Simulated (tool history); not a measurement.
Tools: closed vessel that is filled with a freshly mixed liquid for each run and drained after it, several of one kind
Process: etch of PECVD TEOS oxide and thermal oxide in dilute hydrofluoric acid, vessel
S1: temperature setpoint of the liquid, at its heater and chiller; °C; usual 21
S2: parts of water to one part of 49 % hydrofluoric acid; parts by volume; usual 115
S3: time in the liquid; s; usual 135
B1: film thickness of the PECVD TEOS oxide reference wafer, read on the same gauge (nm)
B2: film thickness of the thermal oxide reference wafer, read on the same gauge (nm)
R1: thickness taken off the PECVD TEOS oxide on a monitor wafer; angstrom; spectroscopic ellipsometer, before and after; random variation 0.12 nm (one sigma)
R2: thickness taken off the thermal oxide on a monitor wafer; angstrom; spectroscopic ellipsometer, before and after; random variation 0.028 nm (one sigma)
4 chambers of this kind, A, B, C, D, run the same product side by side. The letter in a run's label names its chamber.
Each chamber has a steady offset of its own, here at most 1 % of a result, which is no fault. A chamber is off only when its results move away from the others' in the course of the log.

Run 1D, hour 5.0: usual settings; B1 60.011; B2 79.979. Result: R1 189.32 angstrom, R2 49.013 angstrom.
Run 2B, hour 15.7: usual settings; B1 60.006; B2 80.002. Result: R1 185.99 angstrom, R2 48.374 angstrom.
Run 3C, hour 25.3: usual settings; B1 59.978; B2 80.002. Result: R1 188.86 angstrom, R2 48.209 angstrom.
Run 4A, hour 32.4: usual settings; B1 59.996; B2 79.998. Result: R1 187.56 angstrom, R2 49.480 angstrom.
Run 5B, hour 39.0: usual settings; B1 59.986; B2 79.966. Result: R1 187.54 angstrom, R2 48.766 angstrom.
Run 6C, hour 47.4: usual settings but S3 195 s; B1 60.010; B2 80.005. Result: R1 268.89 angstrom, R2 69.878 angstrom.
Run 7A, hour 52.4: usual settings but S3 195 s; B1 60.017; B2 79.974. Result: R1 272.55 angstrom, R2 71.197 angstrom.
Run 8D, hour 60.2: usual settings but S3 195 s; B1 59.988; B2 80.030. Result: R1 272.38 angstrom, R2 70.718 angstrom.
Run 9C, hour 70.8: usual settings but S3 195 s; B1 59.973; B2 79.992. Result: R1 270.67 angstrom, R2 69.057 angstrom.
At hour 72.5: chamber D: hydrofluoric acid flow meter replaced.
Run 10A, hour 77.8: usual settings but S1 23 °C, S2 170 parts by volume; B1 60.006; B2 80.019. Result: R1 130.84 angstrom, R2 33.811 angstrom.
Run 11D, hour 83.8: usual settings but S1 23 °C, S2 170 parts by volume; B1 59.986; B2 80.028. Result: R1 129.28 angstrom, R2 33.424 angstrom.
Run 12B, hour 94.0: usual settings but S1 23 °C, S2 170 parts by volume; B1 59.971; B2 79.986. Result: R1 128.88 angstrom, R2 33.626 angstrom.
Run 13C, hour 102.1: usual settings but S1 23 °C, S2 170 parts by volume; B1 60.018; B2 79.998. Result: R1 131.80 angstrom, R2 33.577 angstrom.
Run 14B, hour 107.8: usual settings; B1 60.023; B2 80.021. Result: R1 186.86 angstrom, R2 48.514 angstrom.
Run 15D, hour 115.0: usual settings; B1 60.000; B2 80.027. Result: R1 189.25 angstrom, R2 49.042 angstrom.
Run 16A, hour 119.8: usual settings; B1 60.011; B2 79.977. Result: R1 185.89 angstrom, R2 49.337 angstrom.
Run 17C, hour 129.5: usual settings; B1 60.000; B2 79.978. Result: R1 187.49 angstrom, R2 48.163 angstrom.
Run 18A, hour 136.6: usual settings; B1 59.952; B2 79.992. Result: R1 187.93 angstrom, R2 48.330 angstrom.
Run 19D, hour 142.7: usual settings; B1 59.997; B2 80.005. Result: R1 192.70 angstrom, R2 50.258 angstrom.
Run 20B, hour 151.5: usual settings; B1 60.021; B2 80.007. Result: R1 184.70 angstrom, R2 48.089 angstrom.
Run 21A, hour 156.6: usual settings; B1 59.987; B2 79.951. Result: R1 187.41 angstrom, R2 48.591 angstrom.
Run 22D, hour 162.2: usual settings but S2 140 parts by volume; B1 60.005; B2 80.039. Result: R1 155.62 angstrom, R2 40.112 angstrom.
Run 23C, hour 172.6: usual settings but S2 140 parts by volume; B1 59.993; B2 80.003. Result: R1 148.42 angstrom, R2 38.875 angstrom.
Run 24B, hour 178.4: usual settings but S2 140 parts by volume; B1 59.985; B2 80.009. Result: R1 149.83 angstrom, R2 39.005 angstrom.
Run 25D, hour 189.4: usual settings but S2 140 parts by volume; B1 59.988; B2 79.991. Result: R1 157.35 angstrom, R2 40.509 angstrom.
Run 26A, hour 198.7: usual settings; B1 60.016; B2 80.012. Result: R1 188.59 angstrom, R2 49.458 angstrom.
Run 27C, hour 208.7: usual settings; B1 60.014; B2 79.981. Result: R1 187.00 angstrom, R2 48.421 angstrom.
Run 28B, hour 219.2: usual settings; B1 59.999; B2 79.992. Result: R1 188.09 angstrom, R2 48.384 angstrom.
Run 29A, hour 229.1: usual settings; B1 59.995; B2 79.996. Result: R1 187.42 angstrom, R2 48.811 angstrom.
Run 30C, hour 237.9: usual settings; B1 59.985; B2 80.010. Result: R1 187.23 angstrom, R2 48.569 angstrom.
Run 31B, hour 246.6: usual settings; B1 60.009; B2 80.021. Result: R1 186.39 angstrom, R2 48.778 angstrom.

All 4 chambers run these settings next. Forecast each chamber's results:
Run 32A, hour 254.4: usual settings but S3 90 s. Result: R1 ?, R2 ?.
Run 32B, hour 254.4: usual settings but S3 90 s. Result: R1 ?, R2 ?.
Run 32C, hour 254.4: usual settings but S3 90 s. Result: R1 ?, R2 ?.
Run 32D, hour 254.4: usual settings but S3 90 s. Result: R1 ?, R2 ?.

run      R1      R2
32A  125.10  32.675
32B  124.90  32.057
32C  127.10  32.526
32D  137.51  35.113
